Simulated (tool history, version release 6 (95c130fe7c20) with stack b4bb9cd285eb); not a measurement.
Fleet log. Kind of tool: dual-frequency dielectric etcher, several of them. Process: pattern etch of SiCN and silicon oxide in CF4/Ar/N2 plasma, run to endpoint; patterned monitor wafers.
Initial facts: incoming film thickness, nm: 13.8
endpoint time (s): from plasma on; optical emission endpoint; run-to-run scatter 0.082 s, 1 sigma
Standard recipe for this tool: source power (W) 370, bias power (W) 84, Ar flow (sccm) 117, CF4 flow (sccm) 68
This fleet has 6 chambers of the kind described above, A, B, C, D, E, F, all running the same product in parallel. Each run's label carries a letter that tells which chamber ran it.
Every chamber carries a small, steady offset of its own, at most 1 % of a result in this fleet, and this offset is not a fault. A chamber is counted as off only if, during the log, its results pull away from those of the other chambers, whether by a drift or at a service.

{"run": "1D", "day": 0.333, "source power (W)": 370, "bias power (W)": 84, "Ar flow (sccm)": 117, "CF4 flow (sccm)": 68, "endpoint time (s)": 18.613}
{"run": "2A", "day": 0.679, "source power (W)": 370, "bias power (W)": 84, "Ar flow (sccm)": 117, "CF4 flow (sccm)": 68, "endpoint time (s)": 18.62}
{"run": "3B", "day": 1.1, "source power (W)": 370, "bias power (W)": 84, "Ar flow (sccm)": 117, "CF4 flow (sccm)": 68, "endpoint time (s)": 18.562}
{"run": "4C", "day": 1.438, "source power (W)": 370, "bias power (W)": 84, "Ar flow (sccm)": 117, "CF4 flow (sccm)": 68, "endpoint time (s)": 18.643}
{"day": 1.662, "done": "chamber B: wet clean of the chamber"}
{"run": "5E", "day": 1.746, "source power (W)": 370, "bias power (W)": 84, "Ar flow (sccm)": 117, "CF4 flow (sccm)": 68, "endpoint time (s)": 18.339}
{"run": "6F", "day": 2.017, "source power (W)": 370, "bias power (W)": 84, "Ar flow (sccm)": 117, "CF4 flow (sccm)": 68, "endpoint time (s)": 18.594}
{"run": "7E", "day": 2.271, "source power (W)": 370, "bias power (W)": 84, "Ar flow (sccm)": 107, "CF4 flow (sccm)": 68, "endpoint time (s)": 18.207}
{"run": "8D", "day": 2.754, "source power (W)": 370, "bias power (W)": 84, "Ar flow (sccm)": 107, "CF4 flow (sccm)": 68, "endpoint time (s)": 18.437}
{"day": 3.096, "done": "chamber B: source power generator calibrated"}
{"run": "9C", "day": 3.225, "source power (W)": 370, "bias power (W)": 84, "Ar flow (sccm)": 107, "CF4 flow (sccm)": 68, "endpoint time (s)": 18.23}
{"run": "10F", "day": 3.592, "source power (W)": 370, "bias power (W)": 84, "Ar flow (sccm)": 107, "CF4 flow (sccm)": 68, "endpoint time (s)": 18.293}
{"run": "11A", "day": 3.838, "source power (W)": 370, "bias power (W)": 84, "Ar flow (sccm)": 107, "CF4 flow (sccm)": 68, "endpoint time (s)": 18.248}
{"run": "12B", "day": 4.308, "source power (W)": 370, "bias power (W)": 84, "Ar flow (sccm)": 107, "CF4 flow (sccm)": 68, "endpoint time (s)": 18.34}
{"run": "13C", "day": 4.654, "source power (W)": 370, "bias power (W)": 84, "Ar flow (sccm)": 117, "CF4 flow (sccm)": 68, "endpoint time (s)": 18.551}
{"run": "14D", "day": 4.888, "source power (W)": 370, "bias power (W)": 84, "Ar flow (sccm)": 145, "CF4 flow (sccm)": 68, "endpoint time (s)": 19.212}
{"run": "15B", "day": 5.125, "source power (W)": 370, "bias power (W)": 84, "Ar flow (sccm)": 145, "CF4 flow (sccm)": 68, "endpoint time (s)": 19.107}
{"run": "16F", "day": 5.558, "source power (W)": 370, "bias power (W)": 84, "Ar flow (sccm)": 145, "CF4 flow (sccm)": 68, "endpoint time (s)": 19.001}
{"run": "17A", "day": 6.012, "source power (W)": 370, "bias power (W)": 84, "Ar flow (sccm)": 145, "CF4 flow (sccm)": 68, "endpoint time (s)": 19.205}
{"run": "18E", "day": 6.329, "source power (W)": 370, "bias power (W)": 84, "Ar flow (sccm)": 145, "CF4 flow (sccm)": 68, "endpoint time (s)": 18.888}
{"run": "19B", "day": 6.783, "source power (W)": 370, "bias power (W)": 84, "Ar flow (sccm)": 145, "CF4 flow (sccm)": 68, "endpoint time (s)": 19.069}
{"run": "20D", "day": 7.192, "source power (W)": 370, "bias power (W)": 84, "Ar flow (sccm)": 117, "CF4 flow (sccm)": 68, "endpoint time (s)": 18.734}
{"run": "21C", "day": 7.633, "source power (W)": 370, "bias power (W)": 84, "Ar flow (sccm)": 117, "CF4 flow (sccm)": 68, "endpoint time (s)": 18.534}
{"run": "22F", "day": 7.946, "source power (W)": 370, "bias power (W)": 84, "Ar flow (sccm)": 117, "CF4 flow (sccm)": 68, "endpoint time (s)": 18.604}
{"run": "23E", "day": 8.179, "source power (W)": 370, "bias power (W)": 84, "Ar flow (sccm)": 117, "CF4 flow (sccm)": 68, "endpoint time (s)": 18.435}
{"run": "24A", "day": 8.479, "source power (W)": 370, "bias power (W)": 84, "Ar flow (sccm)": 117, "CF4 flow (sccm)": 68, "endpoint time (s)": 18.469}
{"run": "25D", "day": 8.971, "source power (W)": 370, "bias power (W)": 84, "Ar flow (sccm)": 117, "CF4 flow (sccm)": 68, "endpoint time (s)": 18.614}
{"run": "26E", "day": 9.188, "source power (W)": 370, "bias power (W)": 84, "Ar flow (sccm)": 117, "CF4 flow (sccm)": 68, "endpoint time (s)": 18.467}
{"run": "27C", "day": 9.604, "source power (W)": 370, "bias power (W)": 84, "Ar flow (sccm)": 117, "CF4 flow (sccm)": 68, "endpoint time (s)": 18.683}
{"run": "28B", "day": 10.025, "source power (W)": 370, "bias power (W)": 84, "Ar flow (sccm)": 117, "CF4 flow (sccm)": 68, "endpoint time (s)": 18.576}
{"day": 10.204, "done": "chamber F: wet clean of the chamber"}
{"run": "29A", "day": 10.367, "source power (W)": 370, "bias power (W)": 84, "Ar flow (sccm)": 117, "CF4 flow (sccm)": 68, "endpoint time (s)": 18.677}
{"run": "30F", "day": 10.633, "source power (W)": 370, "bias power (W)": 84, "Ar flow (sccm)": 117, "CF4 flow (sccm)": 68, "endpoint time (s)": 18.274}
{"run": "31B", "day": 10.983, "source power (W)": 370, "bias power (W)": 84, "Ar flow (sccm)": 117, "CF4 flow (sccm)": 68, "endpoint time (s)": 18.532}
{"run": "32E", "day": 11.271, "source power (W)": 370, "bias power (W)": 84, "Ar flow (sccm)": 117, "CF4 flow (sccm)": 68, "endpoint time (s)": 18.461}
{"run": "33C", "day": 11.596, "source power (W)": 370, "bias power (W)": 84, "Ar flow (sccm)": 117, "CF4 flow (sccm)": 68, "endpoint time (s)": 18.638}
{"run": "34A", "day": 11.971, "source power (W)": 370, "bias power (W)": 84, "Ar flow (sccm)": 117, "CF4 flow (sccm)": 68, "endpoint time (s)": 18.641}
{"day": 11.983, "done": "chamber C: wet clean of the chamber"}
{"run": "35F", "day": 12.321, "source power (W)": 370, "bias power (W)": 84, "Ar flow (sccm)": 117, "CF4 flow (sccm)": 68, "endpoint time (s)": 18.572}
{"run": "36D", "day": 12.65, "source power (W)": 320, "bias power (W)": 71, "Ar flow (sccm)": 117, "CF4 flow (sccm)": 68, "endpoint time (s)": 22.384}
{"run": "37B", "day": 12.962, "source power (W)": 320, "bias power (W)": 71, "Ar flow (sccm)": 117, "CF4 flow (sccm)": 68, "endpoint time (s)": 22.271}
{"day": 13.183, "done": "chamber D: wet clean of the chamber"}
{"run": "38D", "day": 13.379, "source power (W)": 320, "bias power (W)": 71, "Ar flow (sccm)": 117, "CF4 flow (sccm)": 68, "endpoint time (s)": 22.546}
{"run": "39C", "day": 13.679, "source power (W)": 320, "bias power (W)": 71, "Ar flow (sccm)": 117, "CF4 flow (sccm)": 68, "endpoint time (s)": 22.415}
{"run": "40E", "day": 13.912, "source power (W)": 320, "bias power (W)": 71, "Ar flow (sccm)": 117, "CF4 flow (sccm)": 68, "endpoint time (s)": 22.046}
{"run": "41F", "day": 14.242, "source power (W)": 320, "bias power (W)": 71, "Ar flow (sccm)": 117, "CF4 flow (sccm)": 68, "endpoint time (s)": 22.388}
{"run": "42A", "day": 14.492, "source power (W)": 300, "bias power (W)": 84, "Ar flow (sccm)": 117, "CF4 flow (sccm)": 54, "endpoint time (s)": 22.76}
{"run": "43B", "day": 14.875, "source power (W)": 300, "bias power (W)": 84, "Ar flow (sccm)": 117, "CF4 flow (sccm)": 54, "endpoint time (s)": 22.932}

For the next run the whole fleet of 6 chambers uses the same settings. Give each chamber's results:
{"run": "44A", "day": 15.229, "source power (W)": 370, "bias power (W)": 95, "Ar flow (sccm)": 117, "CF4 flow (sccm)": 68, "endpoint time (s)": "?"}
{"run": "44B", "day": 15.229, "source power (W)": 370, "bias power (W)": 95, "Ar flow (sccm)": 117, "CF4 flow (sccm)": 68, "endpoint time (s)": "?"}
{"run": "44C", "day": 15.229, "source power (W)": 370, "bias power (W)": 95, "Ar flow (sccm)": 117, "CF4 flow (sccm)": 68, "endpoint time (s)": "?"}
{"run": "44D", "day": 15.229, "source power (W)": 370, "bias power (W)": 95, "Ar flow (sccm)": 117, "CF4 flow (sccm)": 68, "endpoint time (s)": "?"}
{"run": "44E", "day": 15.229, "source power (W)": 370, "bias power (W)": 95, "Ar flow (sccm)": 117, "CF4 flow (sccm)": 68, "endpoint time (s)": "?"}
{"run": "44F", "day": 15.229, "source power (W)": 370, "bias power (W)": 95, "Ar flow (sccm)": 117, "CF4 flow (sccm)": 68, "endpoint time (s)": "?"}

run=44A endpoint_time_(s)=17.842
run=44B endpoint_time_(s)=17.665
run=44C endpoint_time_(s)=17.625
run=44D endpoint_time_(s)=17.821
run=44E endpoint_time_(s)=17.561
run=44F endpoint_time_(s)=17.591
